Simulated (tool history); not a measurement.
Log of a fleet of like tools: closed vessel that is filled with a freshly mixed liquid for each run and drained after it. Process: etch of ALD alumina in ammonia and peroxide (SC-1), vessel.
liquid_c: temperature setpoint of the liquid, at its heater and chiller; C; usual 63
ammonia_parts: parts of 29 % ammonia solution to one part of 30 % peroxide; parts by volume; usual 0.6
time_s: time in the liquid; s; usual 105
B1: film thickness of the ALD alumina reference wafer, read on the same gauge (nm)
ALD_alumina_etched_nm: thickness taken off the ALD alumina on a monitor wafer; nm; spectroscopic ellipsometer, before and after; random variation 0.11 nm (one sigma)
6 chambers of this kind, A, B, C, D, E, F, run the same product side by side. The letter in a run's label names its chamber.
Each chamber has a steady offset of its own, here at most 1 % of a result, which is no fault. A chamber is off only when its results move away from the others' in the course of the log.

run 1B hour=13 | liquid_c=63 ammonia_parts=0.6 time_s=105 | B1=109.98 | ALD_alumina_etched_nm=11.522
run 2A hour=21.7 | liquid_c=63 ammonia_parts=0.6 time_s=105 | B1=109.99 | ALD_alumina_etched_nm=11.467
run 3C hour=33.9 | liquid_c=63 ammonia_parts=0.6 time_s=105 | B1=110 | ALD_alumina_etched_nm=11.541
run 4F hour=48.9 | liquid_c=63 ammonia_parts=0.6 time_s=105 | B1=110 | ALD_alumina_etched_nm=11.485
run 5D hour=62.8 | liquid_c=63 ammonia_parts=0.6 time_s=105 | B1=110.01 | ALD_alumina_etched_nm=11.419
-- hour=74.1 chamber F: new drum of ammonia solution connected
run 6E hour=76.6 | liquid_c=63 ammonia_parts=0.6 time_s=105 | B1=109.98 | ALD_alumina_etched_nm=11.425
run 7F hour=86.6 | liquid_c=63 ammonia_parts=0.6 time_s=105 | B1=110.02 | ALD_alumina_etched_nm=11.697
run 8A hour=100.3 | liquid_c=63 ammonia_parts=0.6 time_s=105 | B1=110.03 | ALD_alumina_etched_nm=11.336
run 9E hour=110.9 | liquid_c=63 ammonia_parts=0.6 time_s=105 | B1=109.98 | ALD_alumina_etched_nm=11.453
run 10D hour=122.7 | liquid_c=63 ammonia_parts=0.6 time_s=105 | B1=109.99 | ALD_alumina_etched_nm=11.46
run 11C hour=129.7 | liquid_c=63 ammonia_parts=0.6 time_s=105 | B1=110.01 | ALD_alumina_etched_nm=11.604
run 12B hour=138.8 | liquid_c=63 ammonia_parts=0.6 time_s=105 | B1=110 | ALD_alumina_etched_nm=11.221
run 13A hour=152 | liquid_c=63 ammonia_parts=0.6 time_s=105 | B1=109.96 | ALD_alumina_etched_nm=11.487
run 14B hour=163.3 | liquid_c=66.5 ammonia_parts=0.6 time_s=135 | B1=110.01 | ALD_alumina_etched_nm=17.392
run 15E hour=172.5 | liquid_c=66.5 ammonia_parts=0.6 time_s=135 | B1=109.99 | ALD_alumina_etched_nm=17.56
run 16D hour=184.3 | liquid_c=66.5 ammonia_parts=0.6 time_s=135 | B1=109.98 | ALD_alumina_etched_nm=17.574
-- hour=187.5 chamber B: thermometer replaced
run 17F hour=190.9 | liquid_c=66.5 ammonia_parts=0.6 time_s=135 | B1=109.99 | ALD_alumina_etched_nm=17.616
-- hour=201.9 chamber F: thermometer replaced
run 18C hour=205 | liquid_c=66.5 ammonia_parts=0.6 time_s=135 | B1=110.01 | ALD_alumina_etched_nm=17.749
run 19A hour=212.8 | liquid_c=66.5 ammonia_parts=0.6 time_s=135 | B1=110.01 | ALD_alumina_etched_nm=17.495
run 20F hour=221.7 | liquid_c=63 ammonia_parts=0.35 time_s=85 | B1=109.99 | ALD_alumina_etched_nm=8.7351
-- hour=229 chamber D: new drum of ammonia solution connected
run 21B hour=234.4 | liquid_c=63 ammonia_parts=0.35 time_s=85 | B1=110 | ALD_alumina_etched_nm=8.7939
-- hour=237.3 chamber B: ammonia flow meter replaced
run 22D hour=245.4 | liquid_c=63 ammonia_parts=0.35 time_s=85 | B1=110.01 | ALD_alumina_etched_nm=8.8794
run 23C hour=255.4 | liquid_c=63 ammonia_parts=0.35 time_s=85 | B1=110 | ALD_alumina_etched_nm=8.8727
run 24E hour=268.5 | liquid_c=63 ammonia_parts=0.35 time_s=85 | B1=109.98 | ALD_alumina_etched_nm=8.8814
run 25F hour=283.1 | liquid_c=63 ammonia_parts=0.35 time_s=85 | B1=109.99 | ALD_alumina_etched_nm=8.9529
run 26E hour=294.2 | liquid_c=63 ammonia_parts=0.6 time_s=105 | B1=110 | ALD_alumina_etched_nm=11.243
run 27D hour=305.5 | liquid_c=63 ammonia_parts=0.6 time_s=105 | B1=110 | ALD_alumina_etched_nm=11.436
run 28C hour=318.3 | liquid_c=63 ammonia_parts=0.6 time_s=125 | B1=110 | ALD_alumina_etched_nm=13.761
run 29B hour=328 | liquid_c=63 ammonia_parts=0.6 time_s=125 | B1=110 | ALD_alumina_etched_nm=13.743
run 30A hour=335.6 | liquid_c=63 ammonia_parts=0.6 time_s=125 | B1=109.99 | ALD_alumina_etched_nm=13.467
run 31C hour=342.1 | liquid_c=63 ammonia_parts=0.6 time_s=125 | B1=110 | ALD_alumina_etched_nm=13.643
run 32F hour=353.5 | liquid_c=63 ammonia_parts=0.6 time_s=125 | B1=110.01 | ALD_alumina_etched_nm=13.811
-- hour=366 chamber C: new drum of ammonia solution connected
run 33E hour=366.5 | liquid_c=63 ammonia_parts=0.6 time_s=125 | B1=109.99 | ALD_alumina_etched_nm=13.615
run 34B hour=373.6 | liquid_c=63 ammonia_parts=0.6 time_s=105 | B1=110 | ALD_alumina_etched_nm=11.341
run 35D hour=382.9 | liquid_c=63 ammonia_parts=0.6 time_s=105 | B1=110 | ALD_alumina_etched_nm=11.459
run 36A hour=395.9 | liquid_c=63 ammonia_parts=0.6 time_s=105 | B1=109.99 | ALD_alumina_etched_nm=11.382
run 37D hour=404 | liquid_c=63 ammonia_parts=0.6 time_s=105 | B1=109.99 | ALD_alumina_etched_nm=11.32
run 38E hour=418.9 | liquid_c=63 ammonia_parts=0.6 time_s=105 | B1=109.99 | ALD_alumina_etched_nm=11.371
run 39F hour=426.3 | liquid_c=63 ammonia_parts=0.6 time_s=105 | B1=109.99 | ALD_alumina_etched_nm=11.465
-- hour=431.6 chamber C: ammonia flow meter replaced
run 40C hour=440 | liquid_c=63 ammonia_parts=0.6 time_s=105 | B1=110.02 | ALD_alumina_etched_nm=11.628
run 41A hour=449.8 | liquid_c=63 ammonia_parts=0.6 time_s=105 | B1=110.01 | ALD_alumina_etched_nm=11.497
-- hour=451.1 chamber A: thermometer replaced
run 42B hour=460.9 | liquid_c=63 ammonia_parts=0.6 time_s=105 | B1=109.98 | ALD_alumina_etched_nm=11.683
run 43A hour=475.1 | liquid_c=63 ammonia_parts=0.6 time_s=105 | B1=109.98 | ALD_alumina_etched_nm=11.558
run 44E hour=489.4 | liquid_c=63 ammonia_parts=0.6 time_s=105 | B1=109.99 | ALD_alumina_etched_nm=11.544

What goes on in this fleet: one chamber off, a drifting gauge, or nothing beyond the chambers' own small offsets? Name the chamber and the cause, if any.

No chamber stands off beyond its own small offset, and the gauge holds steady.

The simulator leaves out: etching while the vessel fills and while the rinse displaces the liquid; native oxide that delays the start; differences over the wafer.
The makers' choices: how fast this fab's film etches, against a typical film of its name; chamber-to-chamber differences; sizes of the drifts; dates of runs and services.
